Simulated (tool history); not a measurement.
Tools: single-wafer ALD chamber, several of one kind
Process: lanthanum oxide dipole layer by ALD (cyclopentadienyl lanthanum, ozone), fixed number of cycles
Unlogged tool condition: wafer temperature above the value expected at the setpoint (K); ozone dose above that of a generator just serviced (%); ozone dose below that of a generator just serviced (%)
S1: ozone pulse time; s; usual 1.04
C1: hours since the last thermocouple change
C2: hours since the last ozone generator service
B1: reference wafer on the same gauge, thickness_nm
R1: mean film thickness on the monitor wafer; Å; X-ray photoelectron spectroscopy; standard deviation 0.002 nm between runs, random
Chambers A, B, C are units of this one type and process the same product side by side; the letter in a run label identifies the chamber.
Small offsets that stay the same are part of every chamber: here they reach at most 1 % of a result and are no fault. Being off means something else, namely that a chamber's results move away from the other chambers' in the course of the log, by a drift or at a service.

run	day	S1	C1	C2	B1	R1
1B	0.296	1.04	923.5	1313.4	0.4779	5.0037
2A	0.688	1.04	819.3	762.4	0.47769	5.0433
3C	1.183	1.04	608.6	641.6	0.47804	5.0221
4C	1.646	1.04	619.7	652.7	0.47813	5.0407
5A	2.075	1.04	852.6	795.7	0.47834	5.0224
6B	2.396	1.04	973.9	1363.8	0.47792	5.0117
7A	2.742	1.04	868.6	811.7	0.4787	5.0596
8C	3.192	1.04	656.8	689.8	0.4782	5.0219
9B	3.717	1.04	1005.6	1395.5	0.47796	5.0078
10A	4.233	1.04	904.4	847.5	0.47846	5.0248
11C	4.85	1.04	696.6	729.6	0.47802	5.0232
12B	5.179	1.04	1040.7	1430.6	0.47746	5.0357
13C	5.467	1.04	711.4	744.4	0.4782	5.0648
14B	5.783	1.04	1055.2	1445.1	0.47806	5.0254
15A	6.221	1.04	952.1	895.2	0.47855	5.0749
16A	6.546	1.04	959.9	903	0.47822	5.0151
17B	7.029	1.04	1085.1	1475	0.47803	4.9849
# day 7.208: chamber B: ozone generator serviced
18C	7.371	1.04	757.1	790.1	0.47819	5.0598
19B	8.008	1.04	1108.6	19.2	0.47732	5.0258
20C	8.567	1.27	785.8	818.8	0.47751	5.2935
21A	9.046	1.27	1019.9	963	0.47817	5.3185
# day 9.142: chamber C: ozone generator serviced
22B	9.658	1.27	1148.2	58.8	0.47809	5.2999
23C	10.196	1.04	824.9	25.4	0.47846	5.0045
24A	10.762	1.04	1061.1	1004.2	0.47776	5.0944
25C	11.388	1.04	853.5	54	0.47796	5.024
26B	12.025	1.04	1205	115.6	0.47782	4.9785
27A	12.671	1.04	1106.9	1050	0.4779	5.0358
28C	13.275	1.04	898.8	99.3	0.47841	5.0412
29B	13.7	1.04	1245.2	155.8	0.47815	5.0079
30A	14.146	1.04	1142.3	1085.4	0.47799	5.0368
31C	14.592	1.04	930.4	130.9	0.47801	5.0248
32B	14.888	1.04	1273.7	184.3	0.47775	5.0014
33A	15.262	1.04	1169.1	1112.2	0.47745	5.0597
34B	15.608	1.04	1291	201.6	0.47824	4.9926
# day 15.904: chamber A: ozone generator serviced
35C	16.183	1.04	968.6	169.1	0.47807	5.0372
36A	16.812	0.82	1206.3	21.9	0.47822	4.6375
37C	17.246	0.82	994.1	194.6	0.47783	4.6336
38A	17.654	0.82	1226.5	42.1	0.47834	4.6716
39B	18.288	1.04	1355.3	265.9	0.47805	4.9966
40B	18.725	1.04	1365.8	276.4	0.4782	5.0059
41C	19.317	1.04	1043.8	244.3	0.47779	5.0556
42A	19.617	1.04	1273.6	89.2	0.47801	5.0174
43A	19.904	1.04	1280.5	96.1	0.4777	5.0469
44C	20.333	0.78	1068.2	268.7	0.47826	4.5956

Predict what each chamber gives when all 3 of them run the settings below next.
45A	20.796	1.04				?
45B	20.796	1.04				?
45C	20.796	1.04				?

run	R1
45A	5.0195
45B	5.0248
45C	5.0708
